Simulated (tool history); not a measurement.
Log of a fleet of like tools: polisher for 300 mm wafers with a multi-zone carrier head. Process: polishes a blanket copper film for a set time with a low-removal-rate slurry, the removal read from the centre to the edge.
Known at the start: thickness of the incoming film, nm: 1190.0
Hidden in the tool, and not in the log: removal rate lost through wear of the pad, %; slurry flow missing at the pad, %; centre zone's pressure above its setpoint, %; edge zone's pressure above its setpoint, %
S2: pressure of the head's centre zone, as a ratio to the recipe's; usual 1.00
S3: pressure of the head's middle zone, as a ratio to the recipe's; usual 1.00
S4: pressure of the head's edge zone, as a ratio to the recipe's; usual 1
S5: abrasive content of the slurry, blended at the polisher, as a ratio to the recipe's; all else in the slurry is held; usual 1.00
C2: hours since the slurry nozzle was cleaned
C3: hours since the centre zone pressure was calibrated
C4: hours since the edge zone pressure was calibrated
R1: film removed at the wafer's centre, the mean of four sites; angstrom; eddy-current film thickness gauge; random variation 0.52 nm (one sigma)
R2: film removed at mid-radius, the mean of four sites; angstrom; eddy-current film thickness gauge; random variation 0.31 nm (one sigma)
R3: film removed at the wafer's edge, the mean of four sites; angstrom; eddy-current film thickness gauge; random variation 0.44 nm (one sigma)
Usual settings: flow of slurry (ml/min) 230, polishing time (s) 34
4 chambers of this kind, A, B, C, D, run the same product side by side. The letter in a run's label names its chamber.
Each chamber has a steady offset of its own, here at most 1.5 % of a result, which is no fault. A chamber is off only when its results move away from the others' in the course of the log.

-- hour=1.8 chamber C: worn pad replaced by a new one
run 1A hour=3.4 | flow_of_slurry_(ml/min)=230 S2=1.00 S3=1.00 S4=1 S5=1.00 polishing_time_(s)=34 | wafers_polished_on_this_pad=365 C2=136.2 C3=314.0 C4=604.0 | R1=416.09 R2=414.97 R3=419.72
run 2C hour=6.2 | flow_of_slurry_(ml/min)=230 S2=1.00 S3=1.00 S4=1 S5=1.00 polishing_time_(s)=34 | wafers_polished_on_this_pad=67 C2=109.4 C3=361.0 C4=90.9 | R1=421.76 R2=420.32 R3=415.57
run 3D hour=11.4 | flow_of_slurry_(ml/min)=230 S2=1.00 S3=1.00 S4=1 S5=1.00 polishing_time_(s)=34 | wafers_polished_on_this_pad=761 C2=150.5 C3=1052.6 C4=1065.2 | R1=415.83 R2=417.36 R3=421.03
run 4B hour=15.5 | flow_of_slurry_(ml/min)=230 S2=1.00 S3=1.00 S4=1 S5=1.00 polishing_time_(s)=34 | wafers_polished_on_this_pad=1255 C2=474.8 C3=718.0 C4=429.6 | R1=410.73 R2=409.06 R3=408.09
run 5C hour=19.2 | flow_of_slurry_(ml/min)=230 S2=1.00 S3=1.00 S4=1 S5=1.00 polishing_time_(s)=34 | wafers_polished_on_this_pad=263 C2=122.4 C3=374.0 C4=103.9 | R1=409.21 R2=423.35 R3=420.79
run 6A hour=23.9 | flow_of_slurry_(ml/min)=230 S2=1.00 S3=1.00 S4=1 S5=1.00 polishing_time_(s)=34 | wafers_polished_on_this_pad=674 C2=156.7 C3=334.5 C4=624.5 | R1=409.33 R2=414.26 R3=417.88
-- hour=26.3 chamber D: worn pad replaced by a new one
run 7D hour=29.0 | flow_of_slurry_(ml/min)=230 S2=1.00 S3=1.00 S4=1 S5=1.00 polishing_time_(s)=34 | wafers_polished_on_this_pad=41 C2=168.1 C3=1070.2 C4=1082.8 | R1=414.70 R2=424.91 R3=413.86
run 8B hour=31.9 | flow_of_slurry_(ml/min)=230 S2=1.00 S3=1.00 S4=1 S5=1.00 polishing_time_(s)=34 | wafers_polished_on_this_pad=1502 C2=491.2 C3=734.4 C4=446.0 | R1=417.93 R2=414.03 R3=411.50
run 9C hour=36.8 | flow_of_slurry_(ml/min)=230 S2=1.00 S3=1.00 S4=1 S5=1.00 polishing_time_(s)=34 | wafers_polished_on_this_pad=528 C2=140.0 C3=391.6 C4=121.5 | R1=420.94 R2=429.02 R3=419.24
-- hour=37.3 chamber B: worn pad replaced by a new one
run 10A hour=39.3 | flow_of_slurry_(ml/min)=230 S2=1.00 S3=1.00 S4=1 S5=1.00 polishing_time_(s)=34 | wafers_polished_on_this_pad=906 C2=172.1 C3=349.9 C4=639.9 | R1=409.70 R2=419.01 R3=415.33
run 11B hour=42.5 | flow_of_slurry_(ml/min)=230 S2=1.00 S3=1.00 S4=1 S5=1.00 polishing_time_(s)=34 | wafers_polished_on_this_pad=78 C2=501.8 C3=745.0 C4=456.6 | R1=412.17 R2=417.33 R3=403.41
run 12D hour=45.6 | flow_of_slurry_(ml/min)=230 S2=1.00 S3=1.10 S4=1 S5=1.00 polishing_time_(s)=30 | wafers_polished_on_this_pad=291 C2=184.7 C3=1086.8 C4=1099.4 | R1=361.69 R2=406.25 R3=362.71
run 13A hour=47.9 | flow_of_slurry_(ml/min)=230 S2=1.00 S3=1.10 S4=1 S5=1.00 polishing_time_(s)=30 | wafers_polished_on_this_pad=1036 C2=180.7 C3=358.5 C4=648.5 | R1=360.26 R2=400.57 R3=367.25
-- hour=50.3 chamber D: centre zone pressure recalibrated
run 14B hour=51.9 | flow_of_slurry_(ml/min)=230 S2=1.00 S3=1.10 S4=1 S5=1.00 polishing_time_(s)=30 | wafers_polished_on_this_pad=220 C2=511.2 C3=754.4 C4=466.0 | R1=365.39 R2=402.16 R3=364.41
-- hour=52.8 chamber A: worn pad replaced by a new one
run 15D hour=55.0 | flow_of_slurry_(ml/min)=230 S2=1.00 S3=1.10 S4=1 S5=1.00 polishing_time_(s)=30 | wafers_polished_on_this_pad=433 C2=194.1 C3=4.8 C4=1108.8 | R1=408.74 R2=402.01 R3=359.87
run 16C hour=57.4 | flow_of_slurry_(ml/min)=230 S2=1.00 S3=1.00 S4=1 S5=1.00 polishing_time_(s)=34 | wafers_polished_on_this_pad=839 C2=160.6 C3=412.2 C4=142.1 | R1=418.92 R2=425.74 R3=407.34
-- hour=61.4 chamber C: worn pad replaced by a new one
run 17B hour=62.4 | flow_of_slurry_(ml/min)=230 S2=1.00 S3=1.00 S4=1 S5=1.00 polishing_time_(s)=34 | wafers_polished_on_this_pad=378 C2=521.7 C3=764.9 C4=476.5 | R1=404.40 R2=415.54 R3=406.19
run 18D hour=67.4 | flow_of_slurry_(ml/min)=230 S2=1.00 S3=1.00 S4=1 S5=1.00 polishing_time_(s)=34 | wafers_polished_on_this_pad=620 C2=206.5 C3=17.2 C4=1121.2 | R1=460.73 R2=423.83 R3=412.04
run 19A hour=69.6 | flow_of_slurry_(ml/min)=230 S2=1.00 S3=1.00 S4=1 S5=1.00 polishing_time_(s)=34 | wafers_polished_on_this_pad=254 C2=202.4 C3=380.2 C4=670.2 | R1=413.62 R2=416.42 R3=410.83
run 20C hour=72.5 | flow_of_slurry_(ml/min)=230 S2=1.00 S3=1.00 S4=1 S5=1.00 polishing_time_(s)=34 | wafers_polished_on_this_pad=167 C2=175.7 C3=427.3 C4=157.2 | R1=421.86 R2=418.07 R3=415.24
run 21B hour=76.5 | flow_of_slurry_(ml/min)=230 S2=1.00 S3=1.00 S4=1 S5=1.00 polishing_time_(s)=34 | wafers_polished_on_this_pad=591 C2=535.8 C3=779.0 C4=490.6 | R1=411.47 R2=413.26 R3=408.50
run 22A hour=80.5 | flow_of_slurry_(ml/min)=230 S2=1.00 S3=1.00 S4=1 S5=1.00 polishing_time_(s)=34 | wafers_polished_on_this_pad=418 C2=213.3 C3=391.1 C4=681.1 | R1=411.34 R2=417.09 R3=409.30
run 23D hour=83.0 | flow_of_slurry_(ml/min)=230 S2=1.00 S3=1.00 S4=1 S5=0.75 polishing_time_(s)=34 | wafers_polished_on_this_pad=855 C2=222.1 C3=32.8 C4=1136.8 | R1=428.97 R2=391.29 R3=388.55
run 24C hour=88.1 | flow_of_slurry_(ml/min)=230 S2=1.00 S3=1.00 S4=1 S5=0.75 polishing_time_(s)=34 | wafers_polished_on_this_pad=402 C2=191.3 C3=442.9 C4=172.8 | R1=395.45 R2=398.34 R3=389.41
-- hour=89.6 chamber D: worn pad replaced by a new one
run 25C hour=92.9 | flow_of_slurry_(ml/min)=230 S2=1.00 S3=1.00 S4=1 S5=0.75 polishing_time_(s)=34 | wafers_polished_on_this_pad=475 C2=196.1 C3=447.7 C4=177.6 | R1=395.08 R2=400.55 R3=389.58
run 26B hour=95.4 | flow_of_slurry_(ml/min)=230 S2=1.00 S3=1.00 S4=1 S5=0.75 polishing_time_(s)=34 | wafers_polished_on_this_pad=876 C2=554.7 C3=797.9 C4=509.5 | R1=384.15 R2=393.91 R3=386.21
run 27D hour=98.7 | flow_of_slurry_(ml/min)=230 S2=1.00 S3=1.00 S4=1 S5=1.00 polishing_time_(s)=34 | wafers_polished_on_this_pad=138 C2=237.8 C3=48.5 C4=1152.5 | R1=465.08 R2=420.28 R3=416.31
run 28A hour=103.6 | flow_of_slurry_(ml/min)=230 S2=1.00 S3=1.00 S4=1 S5=1.00 polishing_time_(s)=34 | wafers_polished_on_this_pad=767 C2=236.4 C3=414.2 C4=704.2 | R1=405.99 R2=410.42 R3=415.42
run 29A hour=107.3 | flow_of_slurry_(ml/min)=265 S2=1.05 S3=1.00 S4=1 S5=1.00 polishing_time_(s)=34 | wafers_polished_on_this_pad=822 C2=240.1 C3=417.9 C4=707.9 | R1=451.21 R2=422.73 R3=423.17
run 30B hour=112.0 | flow_of_slurry_(ml/min)=265 S2=1.05 S3=1.00 S4=1 S5=1.00 polishing_time_(s)=34 | wafers_polished_on_this_pad=1126 C2=571.3 C3=814.5 C4=526.1 | R1=440.62 R2=426.86 R3=411.14
run 31D hour=116.8 | flow_of_slurry_(ml/min)=265 S2=1.05 S3=1.00 S4=1 S5=1.00 polishing_time_(s)=34 | wafers_polished_on_this_pad=411 C2=255.9 C3=66.6 C4=1170.6 | R1=499.41 R2=424.85 R3=424.45
run 32C hour=120.3 | flow_of_slurry_(ml/min)=265 S2=1.05 S3=1.00 S4=1 S5=1.00 polishing_time_(s)=34 | wafers_polished_on_this_pad=888 C2=223.5 C3=475.1 C4=205.0 | R1=443.92 R2=430.18 R3=424.90
run 33B hour=123.2 | flow_of_slurry_(ml/min)=230 S2=1.00 S3=1.00 S4=1 S5=1.00 polishing_time_(s)=34 | wafers_polished_on_this_pad=1295 C2=582.5 C3=825.7 C4=537.3 | R1=409.44 R2=413.38 R3=409.37
-- hour=123.3 chamber C: worn pad replaced by a new one
-- hour=125.3 chamber A: worn pad replaced by a new one
run 34C hour=125.4 | flow_of_slurry_(ml/min)=230 S2=1.00 S3=1.00 S4=1 S5=1.00 polishing_time_(s)=34 | wafers_polished_on_this_pad=31 C2=228.6 C3=480.2 C4=210.1 | R1=409.97 R2=423.47 R3=414.37
run 35A hour=127.8 | flow_of_slurry_(ml/min)=230 S2=1.00 S3=1.04 S4=1 S5=1.15 polishing_time_(s)=34 | wafers_polished_on_this_pad=38 C2=260.6 C3=438.4 C4=728.4 | R1=436.76 R2=444.33 R3=419.90
run 36D hour=130.4 | flow_of_slurry_(ml/min)=230 S2=1.00 S3=1.04 S4=1 S5=1.15 polishing_time_(s)=34 | wafers_polished_on_this_pad=616 C2=269.5 C3=80.2 C4=1184.2 | R1=464.67 R2=445.51 R3=426.17
run 37D hour=132.8 | flow_of_slurry_(ml/min)=230 S2=1.00 S3=1.04 S4=1 S5=1.15 polishing_time_(s)=34 | wafers_polished_on_this_pad=652 C2=271.9 C3=82.6 C4=1186.6 | R1=467.19 R2=443.05 R3=426.84
run 38C hour=136.2 | flow_of_slurry_(ml/min)=230 S2=1.00 S3=1.04 S4=1 S5=1.15 polishing_time_(s)=34 | wafers_polished_on_this_pad=194 C2=239.4 C3=491.0 C4=220.9 | R1=425.07 R2=453.28 R3=427.64
run 39A hour=140.3 | flow_of_slurry_(ml/min)=230 S2=1.00 S3=1.00 S4=1 S5=1.00 polishing_time_(s)=34 | wafers_polished_on_this_pad=227 C2=273.1 C3=450.9 C4=740.9 | R1=416.82 R2=417.81 R3=418.35
run 40B hour=142.5 | flow_of_slurry_(ml/min)=230 S2=1.00 S3=1.00 S4=1 S5=1.00 polishing_time_(s)=34 | wafers_polished_on_this_pad=1586 C2=601.8 C3=845.0 C4=556.6 | R1=404.66 R2=416.82 R3=412.36
-- hour=144.0 chamber B: worn pad replaced by a new one
run 41B hour=145.0 | flow_of_slurry_(ml/min)=230 S2=1.00 S3=1.00 S4=1 S5=1.00 polishing_time_(s)=34 | wafers_polished_on_this_pad=15 C2=604.3 C3=847.5 C4=559.1 | R1=412.31 R2=414.93 R3=416.80
run 42D hour=148.5 | flow_of_slurry_(ml/min)=230 S2=1.00 S3=1.00 S4=1 S5=1.00 polishing_time_(s)=34 | wafers_polished_on_this_pad=889 C2=287.6 C3=98.3 C4=1202.3 | R1=454.99 R2=416.76 R3=419.08
run 43C hour=153.1 | flow_of_slurry_(ml/min)=230 S2=1.00 S3=1.04 S4=1 S5=1.00 polishing_time_(s)=34 | wafers_polished_on_this_pad=449 C2=256.3 C3=507.9 C4=237.8 | R1=415.34 R2=436.46 R3=419.72
run 44A hour=155.8 | flow_of_slurry_(ml/min)=230 S2=1.00 S3=1.04 S4=1 S5=1.00 polishing_time_(s)=34 | wafers_polished_on_this_pad=460 C2=288.6 C3=466.4 C4=756.4 | R1=418.79 R2=439.83 R3=416.97

Next, every chamber runs the same settings. What will each give?
run 45A hour=159.5 | flow_of_slurry_(ml/min)=230 S2=1.00 S3=1.00 S4=1 S5=1.00 polishing_time_(s)=34 | R1=? R2=? R3=?
run 45B hour=159.5 | flow_of_slurry_(ml/min)=230 S2=1.00 S3=1.00 S4=1 S5=1.00 polishing_time_(s)=34 | R1=? R2=? R3=?
run 45C hour=159.5 | flow_of_slurry_(ml/min)=230 S2=1.00 S3=1.00 S4=1 S5=1.00 polishing_time_(s)=34 | R1=? R2=? R3=?
run 45D hour=159.5 | flow_of_slurry_(ml/min)=230 S2=1.00 S3=1.00 S4=1 S5=1.00 polishing_time_(s)=34 | R1=? R2=? R3=?

run=45A R1=411.07 R2=418.39 R3=425.26
run=45B R1=422.16 R2=412.95 R3=411.16
run=45C R1=414.95 R2=421.35 R3=420.33
run=45D R1=466.75 R2=417.45 R3=417.69
